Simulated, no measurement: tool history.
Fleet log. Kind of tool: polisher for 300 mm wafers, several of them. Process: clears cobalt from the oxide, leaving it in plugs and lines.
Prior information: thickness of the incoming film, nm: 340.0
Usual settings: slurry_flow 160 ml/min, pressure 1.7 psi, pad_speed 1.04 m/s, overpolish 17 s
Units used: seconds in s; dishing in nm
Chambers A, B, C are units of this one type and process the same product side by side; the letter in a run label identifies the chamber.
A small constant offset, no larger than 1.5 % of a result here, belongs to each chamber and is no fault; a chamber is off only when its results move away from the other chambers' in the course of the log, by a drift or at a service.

run,hour,slurry_flow,pressure,pad_speed,overpolish,wafers polished on this pad,hours since the slurry nozzle was cleaned,hours since the head pressure was calibrated,seconds,dishing
1B,8.9,160,1.7,1.04,17,292,97.0,714.7,68.692,45.826
2C,19.3,160,1.7,1.04,17,225,47.5,274.3,68.679,46.057
# hour 23.8: chamber A: worn pad replaced by a new one
3A,28.1,160,1.7,1.04,17,21,559.5,73.8,67.812,45.362
4B,34.7,160,1.7,1.04,17,419,122.8,740.5,66.889,45.610
5A,44.4,160,1.7,1.04,17,102,575.8,90.1,66.671,46.112
6C,52.2,160,1.7,1.04,17,387,80.4,307.2,68.247,45.755
7A,62.0,160,1.7,1.04,17,188,593.4,107.7,66.686,46.045
8C,67.9,160,1.7,1.04,17,465,96.1,322.9,68.358,46.624
# hour 69.3: chamber B: head pressure recalibrated
9B,74.5,160,1.7,1.04,17,615,162.6,5.2,67.344,45.294
10A,80.7,160,1.7,1.04,17,281,612.1,126.4,67.210,44.874
11B,86.1,160,1.7,1.04,17,673,174.2,16.8,69.790,45.119
12C,96.4,160,1.7,1.04,17,605,124.6,351.4,69.711,45.229
13A,104.7,160,1.7,0.78,17,399,636.1,150.4,91.546,40.297
14C,110.9,160,1.7,0.78,17,677,139.1,365.9,94.475,39.026
15B,121.2,160,1.7,0.78,17,846,209.3,51.9,93.841,38.074
# hour 121.5: chamber C: worn pad replaced by a new one
16B,128.4,160,1.7,1.04,17,881,216.5,59.1,70.271,43.944
17A,136.8,160,1.7,1.04,17,557,668.2,182.5,69.408,46.813
18C,145.9,160,1.7,1.04,17,120,174.1,400.9,69.041,45.706
19B,151.6,160,1.7,1.04,17,996,239.7,82.3,71.912,43.389
20A,157.4,160,1.7,1.04,17,659,688.8,203.1,68.480,45.488
# hour 158.2: chamber A: slurry nozzle cleaned
21C,163.2,160,1.7,1.04,17,205,191.4,418.2,69.182,46.540
22B,169.3,160,1.7,1.04,17,1083,257.4,100.0,73.054,44.027
23A,174.1,160,1.7,1.04,17,741,16.0,219.8,67.920,46.118
24C,182.0,160,1.7,1.04,17,298,210.2,437.0,70.323,45.709
25A,191.6,160,1.7,1.04,17,828,33.5,237.3,67.538,46.779
26C,201.2,160,1.7,1.04,17,393,229.4,456.2,70.029,45.577
27B,206.2,160,1.7,1.04,17,1265,294.3,136.9,76.174,43.550
28C,211.1,160,1.7,1.04,17,442,239.3,466.1,69.009,45.476
29A,220.6,140,1.7,1.16,17,971,62.5,266.3,63.255,47.823

All 3 chambers run these settings next. Forecast each chamber's results:
30A,228.0,160,1.7,1.04,17,,,,?,?
30B,228.0,160,1.7,1.04,17,,,,?,?
30C,228.0,160,1.7,1.04,17,,,,?,?

run,seconds,dishing
30A,68.960,46.793
30B,76.682,43.382
30C,69.512,45.759
